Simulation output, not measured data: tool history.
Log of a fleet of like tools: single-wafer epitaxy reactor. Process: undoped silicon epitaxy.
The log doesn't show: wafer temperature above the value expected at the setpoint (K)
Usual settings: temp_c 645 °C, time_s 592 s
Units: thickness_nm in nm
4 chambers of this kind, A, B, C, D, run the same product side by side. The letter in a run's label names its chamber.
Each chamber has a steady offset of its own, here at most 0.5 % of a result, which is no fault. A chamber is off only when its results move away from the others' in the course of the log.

run,day,temp_c,time_s,hours since the last pyrometer calibration,"read-back reference wafer on the same gauge, thickness_nm",thickness_nm
1D,0.371,645,592,1170.8,86.109,89.671
2C,1.029,645,592,1547.2,86.113,89.12
3B,1.417,645,592,2056.7,86.114,88.934
4A,1.925,645,592,1791.9,86.065,89.308
5A,2.579,645,592,1807.6,86.137,89.04
6C,2.938,645,592,1593,86.167,89.199
7D,3.396,645,686,1243.4,86.134,103.33
8B,3.929,645,686,2117,86.11,103.13
9B,4.579,645,686,2132.6,86.083,102.83
10C,5.133,645,686,1645.7,86.047,103.01
11A,5.783,645,592,1884.5,86.122,89.397
12D,6.1,645,592,1308.3,86.079,89.46
13C,6.662,645,592,1682.4,86.113,88.949
14A,7.021,645,592,1914.2,86.054,88.991
15D,7.525,645,592,1342.5,86.106,89.16
16B,7.921,645,592,2212.8,86.125,89.361
# day 8.225: chamber D: pyrometer calibrated
17C,8.358,645,592,1723.1,86.148,89.736
18B,8.762,645,592,2233,86.051,88.945
19A,9.342,645,592,1969.9,86.112,89.571
20D,9.779,645,592,37.4,86.106,89.059
21C,10.333,645,592,1770.5,86.121,89.103
22B,10.725,645,592,2280.1,86.082,88.897
23D,11.054,645,592,68,86.075,89.133
24A,11.646,645,592,2025.2,86.11,89.192
25C,12.029,645,592,1811.2,86.123,89.172
26A,12.404,645,592,2043.4,86.091,89.257
27D,12.933,645,592,113.1,86.039,89.341
28B,13.454,645,592,2345.6,86.046,89.38
29A,14.112,632,680,2084.4,86.169,76.751
30C,14.504,632,680,1870.6,86.052,76.541
# day 14.579: chamber C: pyrometer calibrated
31B,14.892,632,680,2380.1,86.073,76.752
32D,15.392,632,680,172.1,86.122,76.924
33C,15.879,645,592,31.2,86.126,88.986
34D,16.338,645,592,194.8,86.103,89.542
35A,16.754,645,592,2147.8,86.063,88.791
36B,17.05,645,592,2431.9,86.15,88.888
37D,17.458,645,592,221.7,86.065,89.091
38A,17.821,645,592,2173.4,86.131,89.463
39B,18.204,645,592,2459.6,86.068,89.086
40C,18.696,645,592,98.8,86.102,88.942
41D,19.204,645,592,263.6,86.096,89.253
42B,19.683,645,592,2495.1,86.098,89.163
# day 19.754: chamber A: pyrometer calibrated
43C,19.979,645,592,129.6,86.093,89.245
44A,20.458,645,592,17,86.097,89.339

Is one chamber off against the others, does the gauge drift, or is nothing wrong? If a chamber is off, say which, and what the likeliest cause is.

No chamber stands off beyond its own small offset, and the gauge holds steady.
